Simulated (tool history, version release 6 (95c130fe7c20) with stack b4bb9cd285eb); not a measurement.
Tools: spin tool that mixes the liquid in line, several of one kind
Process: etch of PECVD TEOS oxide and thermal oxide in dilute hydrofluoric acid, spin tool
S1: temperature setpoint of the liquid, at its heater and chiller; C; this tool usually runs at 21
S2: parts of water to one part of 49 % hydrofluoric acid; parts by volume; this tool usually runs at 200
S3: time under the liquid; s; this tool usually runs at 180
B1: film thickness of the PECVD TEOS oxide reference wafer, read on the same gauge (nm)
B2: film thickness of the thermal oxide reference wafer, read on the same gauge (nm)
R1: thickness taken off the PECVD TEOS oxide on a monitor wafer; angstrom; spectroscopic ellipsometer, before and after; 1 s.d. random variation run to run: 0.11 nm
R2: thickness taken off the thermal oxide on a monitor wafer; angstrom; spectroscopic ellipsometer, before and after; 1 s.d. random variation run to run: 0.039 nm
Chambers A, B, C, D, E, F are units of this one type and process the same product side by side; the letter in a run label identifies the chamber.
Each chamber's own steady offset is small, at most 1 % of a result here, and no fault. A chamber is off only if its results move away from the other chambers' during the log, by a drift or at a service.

Run 1B, hour 7.7: usual settings; B1 89.991; B2 59.994. Result: R1 111.44 angstrom, R2 33.619 angstrom.
Run 2C, hour 17.6: usual settings; B1 90; B2 60.007. Result: R1 108.3 angstrom, R2 34.677 angstrom.
Run 3D, hour 24.2: usual settings; B1 90; B2 59.967. Result: R1 111.45 angstrom, R2 34.791 angstrom.
Run 4A, hour 28.8: usual settings; B1 90.037; B2 60.036. Result: R1 111.03 angstrom, R2 34.024 angstrom.
Run 5F, hour 33.3: usual settings; B1 90; B2 60.046. Result: R1 110.4 angstrom, R2 33.817 angstrom.
Run 6E, hour 39.8: usual settings; B1 90.003; B2 60.026. Result: R1 109.25 angstrom, R2 34.015 angstrom.
Run 7B, hour 49.7: usual settings; B1 89.993; B2 60.01. Result: R1 110.38 angstrom, R2 33.775 angstrom.
Run 8A, hour 55.5: usual settings; B1 90.006; B2 60.026. Result: R1 110.39 angstrom, R2 33.236 angstrom.
Run 9F, hour 63.8: usual settings; B1 90.004; B2 60.056. Result: R1 106.69 angstrom, R2 33.441 angstrom.
Run 10E, hour 71.6: usual settings; B1 89.996; B2 60.023. Result: R1 110.24 angstrom, R2 35.077 angstrom.
Run 11D, hour 77.3: usual settings but S1 17.5 C, S3 240 s; B1 90.012; B2 60.017. Result: R1 127.4 angstrom, R2 39.614 angstrom.
Run 12C, hour 85.5: usual settings but S1 17.5 C, S3 240 s; B1 90.003; B2 60.027. Result: R1 127.91 angstrom, R2 39.726 angstrom.
Run 13F, hour 95.1: usual settings but S1 17.5 C, S3 240 s; B1 89.985; B2 60.037. Result: R1 126.81 angstrom, R2 39.128 angstrom.
Run 14B, hour 105.2: usual settings but S1 17.5 C, S3 240 s; B1 90.01; B2 59.962. Result: R1 128.11 angstrom, R2 40.637 angstrom.
At hour 107.3: chamber A: hydrofluoric acid flow meter replaced.
Run 15E, hour 111.2: usual settings but S1 17.5 C, S3 240 s; B1 90; B2 60.011. Result: R1 128.27 angstrom, R2 41.035 angstrom.
Run 16D, hour 118.7: usual settings but S1 17.5 C, S3 240 s; B1 90.029; B2 60.007. Result: R1 127.26 angstrom, R2 40.478 angstrom.
Run 17C, hour 127.6: usual settings; B1 89.993; B2 60.02. Result: R1 107.53 angstrom, R2 33.591 angstrom.
Run 18A, hour 137.3: usual settings; B1 89.991; B2 60. Result: R1 110.33 angstrom, R2 34.381 angstrom.
Run 19B, hour 145.6: usual settings; B1 89.977; B2 59.962. Result: R1 110.37 angstrom, R2 33.882 angstrom.
Run 20C, hour 152.9: usual settings; B1 90.002; B2 60.03. Result: R1 105.6 angstrom, R2 33.312 angstrom.
Run 21F, hour 157.8: usual settings; B1 89.996; B2 60.013. Result: R1 111.61 angstrom, R2 33.338 angstrom.
Run 22D, hour 165.8: usual settings; B1 89.979; B2 59.992. Result: R1 111.86 angstrom, R2 34.43 angstrom.
Run 23E, hour 173: usual settings; B1 90.001; B2 59.994. Result: R1 112.02 angstrom, R2 34.38 angstrom.
At hour 176: chamber C: thermometer replaced.
At hour 181: chamber E: hydrofluoric acid flow meter replaced.
Run 24A, hour 181.4: usual settings but S2 130 parts by volume; B1 89.986; B2 60.018. Result: R1 182.58 angstrom, R2 56.004 angstrom.
Run 25B, hour 190.8: usual settings but S2 130 parts by volume; B1 90.009; B2 60.011. Result: R1 180.54 angstrom, R2 56.873 angstrom.
Run 26A, hour 195.2: usual settings but S2 130 parts by volume; B1 89.992; B2 59.929. Result: R1 185.85 angstrom, R2 56.275 angstrom.
Run 27E, hour 200.8: usual settings but S2 130 parts by volume; B1 89.985; B2 59.986. Result: R1 187.34 angstrom, R2 57.469 angstrom.
Run 28C, hour 210.1: usual settings but S2 130 parts by volume; B1 90.011; B2 60.018. Result: R1 171.55 angstrom, R2 54.065 angstrom.
Run 29D, hour 217.4: usual settings but S2 130 parts by volume; B1 90.005; B2 59.994. Result: R1 177.63 angstrom, R2 57.555 angstrom.
Run 30F, hour 226.3: usual settings; B1 90.012; B2 59.989. Result: R1 110.31 angstrom, R2 33.535 angstrom.
Run 31F, hour 235.8: usual settings but S1 18.5 C, S2 260 parts by volume; B1 90.015; B2 59.97. Result: R1 73.125 angstrom, R2 22.295 angstrom.
Run 32A, hour 243.7: usual settings but S1 18.5 C, S2 260 parts by volume; B1 89.992; B2 60.047. Result: R1 73.23 angstrom, R2 22.535 angstrom.
Run 33B, hour 253.7: usual settings but S1 18.5 C, S2 260 parts by volume; B1 89.983; B2 59.997. Result: R1 71.507 angstrom, R2 22.46 angstrom.
Run 34E, hour 261.7: usual settings but S1 18.5 C, S2 260 parts by volume; B1 89.996; B2 59.993. Result: R1 72.281 angstrom, R2 23.072 angstrom.
Run 35C, hour 270: usual settings but S1 18.5 C, S2 260 parts by volume; B1 90.007; B2 60.032. Result: R1 66.06 angstrom, R2 21.24 angstrom.
Run 36D, hour 279.3: usual settings but S1 18.5 C, S2 260 parts by volume; B1 90.007; B2 59.988. Result: R1 72.705 angstrom, R2 22.587 angstrom.
Run 37C, hour 284.5: usual settings; B1 89.997; B2 59.992. Result: R1 100.46 angstrom, R2 31.682 angstrom.

Each of the 6 chambers runs these same settings next. Fill in every chamber's results:
Run 38A, hour 291.8: usual settings but S2 245 parts by volume. Result: R1 ?, R2 ?.
Run 38B, hour 291.8: usual settings but S2 245 parts by volume. Result: R1 ?, R2 ?.
Run 38C, hour 291.8: usual settings but S2 245 parts by volume. Result: R1 ?, R2 ?.
Run 38D, hour 291.8: usual settings but S2 245 parts by volume. Result: R1 ?, R2 ?.
Run 38E, hour 291.8: usual settings but S2 245 parts by volume. Result: R1 ?, R2 ?.
Run 38F, hour 291.8: usual settings but S2 245 parts by volume. Result: R1 ?, R2 ?.

run      R1      R2
38A  86.156  26.449
38B  85.624   26.81
38C  78.265  24.074
38D  86.582  27.004
38E  86.943  26.616
38F  86.873  26.423
